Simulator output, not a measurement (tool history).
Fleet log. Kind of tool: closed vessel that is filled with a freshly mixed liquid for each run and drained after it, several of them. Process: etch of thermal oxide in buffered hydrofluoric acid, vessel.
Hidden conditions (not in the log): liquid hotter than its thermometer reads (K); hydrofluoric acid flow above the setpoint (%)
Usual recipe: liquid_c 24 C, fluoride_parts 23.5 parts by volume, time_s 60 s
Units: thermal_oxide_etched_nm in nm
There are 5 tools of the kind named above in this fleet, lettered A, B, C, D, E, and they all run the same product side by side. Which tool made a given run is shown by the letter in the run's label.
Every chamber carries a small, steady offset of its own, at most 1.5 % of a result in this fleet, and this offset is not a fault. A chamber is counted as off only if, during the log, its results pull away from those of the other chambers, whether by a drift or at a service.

| run | day | liquid_c | fluoride_parts | time_s | hours since the thermometer was replaced | hours since the hydrofluoric acid flow meter was replaced | read-back film thickness of the thermal oxide reference wafer, read on the same gauge (nm) | thermal_oxide_etched_nm |
|---|---|---|---|---|---|---|---|---|
| 1A | 0.579 | 24 | 23.5 | 60 | 2116.6 | 804.9 | 99.981 | 31.807 |
| 2E | 0.942 | 24 | 23.5 | 60 | 774.7 | 1193.7 | 99.999 | 31.912 |
| 3C | 1.454 | 24 | 23.5 | 60 | 387.6 | 255.9 | 99.979 | 31.477 |
| 4B | 1.967 | 24 | 23.5 | 60 | 2303.0 | 539.8 | 99.997 | 32.011 |
| 5D | 2.512 | 24 | 18.5 | 75 | 265.4 | 843.7 | 100.040 | 47.947 |
| 6D | 2.821 | 24 | 18.5 | 75 | 272.8 | 851.1 | 100.010 | 47.517 |
| 7A | 3.271 | 24 | 18.5 | 75 | 2181.2 | 869.5 | 100.030 | 47.996 |
|  | 3.400 | chamber A: thermometer replaced |
| 8B | 3.554 | 24 | 18.5 | 75 | 2341.1 | 577.9 | 100.020 | 48.438 |
| 9E | 3.904 | 24 | 18.5 | 75 | 845.8 | 1264.8 | 99.961 | 47.975 |
|  | 4.108 | chamber B: hydrofluoric acid flow meter replaced |
|  | 4.400 | chamber D: hydrofluoric acid flow meter replaced |
| 10C | 4.454 | 24 | 23.5 | 60 | 459.6 | 327.9 | 100.010 | 31.607 |
| 11D | 4.908 | 24 | 23.5 | 60 | 322.9 | 12.3 | 99.990 | 31.808 |
| 12C | 5.388 | 24 | 23.5 | 60 | 482.0 | 350.3 | 100.000 | 31.120 |
| 13E | 5.667 | 24 | 23.5 | 60 | 888.1 | 1307.1 | 100.040 | 32.061 |
| 14B | 6.238 | 24 | 23.5 | 60 | 2405.5 | 51.1 | 99.989 | 31.846 |
| 15A | 6.779 | 24 | 23.5 | 60 | 81.2 | 953.7 | 100.030 | 32.004 |
| 16D | 7.212 | 24 | 23.5 | 60 | 378.2 | 67.6 | 100.030 | 31.408 |
| 17E | 7.579 | 24 | 23.5 | 60 | 934.0 | 1353.0 | 99.987 | 32.443 |
| 18C | 8.129 | 24 | 23.5 | 60 | 547.8 | 416.1 | 99.981 | 31.685 |
| 19B | 8.650 | 24 | 23.5 | 60 | 2463.4 | 109.0 | 99.988 | 32.021 |
| 20A | 9.162 | 24 | 26.5 | 60 | 138.4 | 1010.9 | 99.940 | 29.035 |
| 21E | 9.512 | 24 | 26.5 | 60 | 980.4 | 1399.4 | 100.030 | 29.877 |
| 22D | 9.971 | 24 | 26.5 | 60 | 444.4 | 133.8 | 100.020 | 29.083 |
| 23B | 10.367 | 24 | 26.5 | 60 | 2504.6 | 150.2 | 100.000 | 29.608 |
| 24A | 10.908 | 24 | 26.5 | 60 | 180.3 | 1052.8 | 99.960 | 29.380 |
| 25C | 11.204 | 24 | 23.5 | 60 | 621.6 | 489.9 | 99.960 | 31.269 |
| 26B | 11.729 | 24 | 23.5 | 60 | 2537.3 | 182.9 | 99.981 | 31.835 |
| 27C | 12.196 | 24 | 20.0 | 35 | 645.4 | 513.7 | 100.030 | 20.640 |
|  | 12.642 | chamber A: hydrofluoric acid flow meter replaced |
| 28E | 12.758 | 24 | 20.0 | 35 | 1058.3 | 1477.3 | 99.999 | 21.534 |
| 29D | 13.221 | 24 | 20.0 | 35 | 522.4 | 211.8 | 100.010 | 20.449 |
| 30A | 13.667 | 24 | 20.0 | 35 | 246.5 | 24.6 | 100.010 | 20.961 |
| 31B | 13.971 | 24 | 20.0 | 35 | 2591.1 | 236.7 | 99.995 | 20.733 |
| 32A | 14.371 | 24 | 23.5 | 60 | 263.4 | 41.5 | 100.000 | 31.959 |
| 33C | 14.662 | 24 | 23.5 | 60 | 704.6 | 572.9 | 100.060 | 31.553 |
| 34E | 15.138 | 22 | 16.0 | 60 | 1115.4 | 1534.4 | 99.920 | 41.543 |
| 35D | 15.388 | 22 | 16.0 | 60 | 574.4 | 263.8 | 99.977 | 38.775 |
| 36C | 15.750 | 22 | 16.0 | 60 | 730.7 | 599.0 | 100.050 | 39.714 |
| 37A | 16.079 | 22 | 16.0 | 60 | 304.4 | 82.5 | 100.000 | 40.015 |
| 38B | 16.650 | 22 | 16.0 | 60 | 2655.4 | 301.0 | 100.020 | 39.871 |
| 39E | 17.162 | 24 | 23.5 | 60 | 1164.0 | 1583.0 | 100.010 | 33.760 |
| 40D | 17.662 | 24 | 23.5 | 60 | 629.0 | 318.4 | 99.998 | 31.602 |
|  | 17.950 | chamber B: thermometer replaced |
| 41A | 18.150 | 28 | 23.5 | 60 | 354.1 | 132.2 | 100.020 | 39.771 |
| 42D | 18.638 | 28 | 23.5 | 60 | 652.4 | 341.8 | 99.993 | 38.924 |
| 43B | 19.125 | 28 | 23.5 | 60 | 28.2 | 360.4 | 99.968 | 40.014 |

Next, all 5 chambers run the settings below, one line each with question marks for the results. What does each chamber give?
| 44A | 19.538 | 24 | 23.5 | 60 |  |  |  | ? |
| 44B | 19.538 | 24 | 23.5 | 60 |  |  |  | ? |
| 44C | 19.538 | 24 | 23.5 | 60 |  |  |  | ? |
| 44D | 19.538 | 24 | 23.5 | 60 |  |  |  | ? |
| 44E | 19.538 | 24 | 23.5 | 60 |  |  |  | ? |

| run | thermal_oxide_etched_nm |
|---|---|
| 44A | 31.872 |
| 44B | 32.249 |
| 44C | 31.530 |
| 44D | 31.278 |
| 44E | 33.968 |
